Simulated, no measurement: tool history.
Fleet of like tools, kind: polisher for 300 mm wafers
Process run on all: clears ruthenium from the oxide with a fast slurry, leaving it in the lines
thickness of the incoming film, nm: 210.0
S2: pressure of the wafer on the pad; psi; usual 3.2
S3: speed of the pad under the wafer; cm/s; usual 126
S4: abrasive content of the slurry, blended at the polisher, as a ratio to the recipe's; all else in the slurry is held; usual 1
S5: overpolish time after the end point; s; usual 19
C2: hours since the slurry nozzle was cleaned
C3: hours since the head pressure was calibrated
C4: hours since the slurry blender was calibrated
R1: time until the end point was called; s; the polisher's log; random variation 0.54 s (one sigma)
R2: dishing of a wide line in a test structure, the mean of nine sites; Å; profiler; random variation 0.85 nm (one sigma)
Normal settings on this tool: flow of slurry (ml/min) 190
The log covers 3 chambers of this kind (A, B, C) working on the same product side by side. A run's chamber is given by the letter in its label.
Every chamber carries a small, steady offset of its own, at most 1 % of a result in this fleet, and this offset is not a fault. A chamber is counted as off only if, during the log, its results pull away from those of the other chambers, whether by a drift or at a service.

Run 1A, hour 5.8: usual settings; wafers polished on this pad 434; C2 74.8; C3 302.8; C4 255.5. Result: R1 29.366 s, R2 566.53 Å.
Run 2C, hour 10.8: usual settings; wafers polished on this pad 373; C2 402.4; C3 210.6; C4 34.9. Result: R1 29.203 s, R2 545.22 Å.
Run 3B, hour 15.3: usual settings; wafers polished on this pad 383; C2 262.5; C3 42.9; C4 197.7. Result: R1 29.091 s, R2 536.94 Å.
Run 4A, hour 18.2: usual settings; wafers polished on this pad 589; C2 87.2; C3 315.2; C4 267.9. Result: R1 29.914 s, R2 548.28 Å.
Run 5C, hour 22.8: usual settings; wafers polished on this pad 523; C2 414.4; C3 222.6; C4 46.9. Result: R1 28.96 s, R2 535.35 Å.
Run 6B, hour 25.9: usual settings; wafers polished on this pad 516; C2 273.1; C3 53.5; C4 208.3. Result: R1 29.13 s, R2 542.21 Å.
Run 7A, hour 30.2: usual settings but flow of slurry (ml/min) 140, S2 2.6 psi; wafers polished on this pad 739; C2 99.2; C3 327.2; C4 279.9. Result: R1 38.583 s, R2 494.39 Å.
Run 8B, hour 35.5: usual settings but flow of slurry (ml/min) 140, S2 2.6 psi; wafers polished on this pad 636; C2 282.7; C3 63.1; C4 217.9. Result: R1 37.656 s, R2 492.82 Å.
At hour 38.2: chamber B: slurry nozzle cleaned.
Run 9C, hour 40.9: usual settings but flow of slurry (ml/min) 140, S2 2.6 psi; wafers polished on this pad 749; C2 432.5; C3 240.7; C4 65. Result: R1 38.014 s, R2 502.02 Å.
Run 10B, hour 44.2: usual settings; wafers polished on this pad 744; C2 6; C3 71.8; C4 226.6. Result: R1 28.675 s, R2 527.21 Å.
Run 11A, hour 48.1: usual settings but S3 108 cm/s, S5 11 s; wafers polished on this pad 962; C2 117.1; C3 345.1; C4 297.8. Result: R1 33.639 s, R2 399.55 Å.
At hour 48.5: chamber B: worn pad replaced by a new one.
At hour 49.6: chamber A: worn pad replaced by a new one.
Run 12C, hour 52.1: usual settings but S3 108 cm/s, S5 11 s; wafers polished on this pad 889; C2 443.7; C3 251.9; C4 76.2. Result: R1 32.76 s, R2 390.07 Å.
At hour 54.6: chamber C: worn pad replaced by a new one.
Run 13B, hour 57.4: usual settings but S3 108 cm/s, S5 11 s; wafers polished on this pad 111; C2 19.2; C3 85; C4 239.8. Result: R1 33.159 s, R2 402.12 Å.
Run 14A, hour 62.2: usual settings; wafers polished on this pad 157; C2 131.2; C3 359.2; C4 311.9. Result: R1 29.196 s, R2 557.8 Å.
Run 15C, hour 67.8: usual settings; wafers polished on this pad 166; C2 459.4; C3 267.6; C4 91.9. Result: R1 28.186 s, R2 544.49 Å.
Run 16B, hour 72.6: usual settings but S2 3.9 psi, S5 10 s; wafers polished on this pad 301; C2 34.4; C3 100.2; C4 255. Result: R1 24.204 s, R2 451.04 Å.
Run 17C, hour 76.6: usual settings but S2 3.9 psi, S5 10 s; wafers polished on this pad 275; C2 468.2; C3 276.4; C4 100.7. Result: R1 23.837 s, R2 453.49 Å.
Run 18A, hour 79.6: usual settings but S2 3.9 psi, S5 10 s; wafers polished on this pad 375; C2 148.6; C3 376.6; C4 329.3. Result: R1 24.565 s, R2 459.75 Å.
Run 19B, hour 84.1: usual settings but S2 2.4 psi; wafers polished on this pad 445; C2 45.9; C3 111.7; C4 266.5. Result: R1 38.38 s, R2 492.39 Å.
Run 20A, hour 89.2: usual settings but S2 2.4 psi; wafers polished on this pad 494; C2 158.2; C3 386.2; C4 338.9. Result: R1 38.667 s, R2 496.85 Å.
Run 21C, hour 93.4: usual settings but S2 2.4 psi; wafers polished on this pad 485; C2 485; C3 293.2; C4 117.5. Result: R1 40.189 s, R2 472.78 Å.
At hour 95.8: chamber A: slurry blender recalibrated.
Run 22C, hour 97.8: usual settings; wafers polished on this pad 540; C2 489.4; C3 297.6; C4 121.9. Result: R1 30.272 s, R2 539.35 Å.
Run 23B, hour 100.3: usual settings; wafers polished on this pad 647; C2 62.1; C3 127.9; C4 282.7. Result: R1 29.636 s, R2 551.09 Å.
Run 24A, hour 105.1: usual settings; wafers polished on this pad 693; C2 174.1; C3 402.1; C4 9.4. Result: R1 29.69 s, R2 562.92 Å.
At hour 107.4: chamber B: worn pad replaced by a new one.
Run 25C, hour 108.6: usual settings but S5 10 s; wafers polished on this pad 675; C2 500.2; C3 308.4; C4 132.7. Result: R1 29.629 s, R2 411.75 Å.
Run 26B, hour 114.4: usual settings but S5 10 s; wafers polished on this pad 87; C2 76.2; C3 142; C4 296.8. Result: R1 28.937 s, R2 408.32 Å.
Run 27A, hour 120.2: usual settings but S5 10 s; wafers polished on this pad 882; C2 189.2; C3 417.2; C4 24.5. Result: R1 28.322 s, R2 421.45 Å.
Run 28B, hour 125.3: usual settings but S4 0.7, S5 24 s; wafers polished on this pad 223; C2 87.1; C3 152.9; C4 307.7. Result: R1 35.488 s, R2 556.76 Å.
At hour 125.8: chamber C: worn pad replaced by a new one.
Run 29A, hour 129.9: usual settings but S4 0.7, S5 24 s; wafers polished on this pad 1003; C2 198.9; C3 426.9; C4 34.2. Result: R1 35.791 s, R2 556.27 Å.
At hour 134.1: chamber A: worn pad replaced by a new one.
Run 30C, hour 134.5: usual settings but S4 0.7, S5 24 s; wafers polished on this pad 109; C2 526.1; C3 334.3; C4 158.6. Result: R1 35.137 s, R2 562.38 Å.
Run 31C, hour 139.3: usual settings; wafers polished on this pad 169; C2 530.9; C3 339.1; C4 163.4. Result: R1 29.686 s, R2 547.24 Å.
Run 32A, hour 143.5: usual settings but S4 1.1; wafers polished on this pad 118; C2 212.5; C3 440.5; C4 47.8. Result: R1 28.318 s, R2 564.46 Å.
Run 33B, hour 147.8: usual settings but S4 1.1; wafers polished on this pad 504; C2 109.6; C3 175.4; C4 330.2. Result: R1 28.689 s, R2 560.36 Å.
Run 34B, hour 151.5: usual settings but S4 1.1; wafers polished on this pad 550; C2 113.3; C3 179.1; C4 333.9. Result: R1 27.802 s, R2 553.47 Å.
Run 35A, hour 155.4: usual settings; wafers polished on this pad 267; C2 224.4; C3 452.4; C4 59.7. Result: R1 29.077 s, R2 565.5 Å.
Run 36C, hour 160.7: usual settings but flow of slurry (ml/min) 225; wafers polished on this pad 436; C2 552.3; C3 360.5; C4 184.8. Result: R1 28.969 s, R2 546.56 Å.
Run 37C, hour 165.7: usual settings but flow of slurry (ml/min) 225; wafers polished on this pad 499; C2 557.3; C3 365.5; C4 189.8. Result: R1 27.728 s, R2 554.42 Å.
Run 38A, hour 168.7: usual settings but flow of slurry (ml/min) 225; wafers polished on this pad 433; C2 237.7; C3 465.7; C4 73. Result: R1 28.993 s, R2 562.41 Å.
Run 39B, hour 172.1: usual settings; wafers polished on this pad 808; C2 133.9; C3 199.7; C4 354.5. Result: R1 28.88 s, R2 557.73 Å.

Has any chamber moved away from the others, gradually or after a service, or does the common gauge drift, or do the chambers differ only by their own small steady offsets? State the chamber and the most likely cause if one applies.

No chamber stands off beyond its own small offset, and the gauge holds steady.
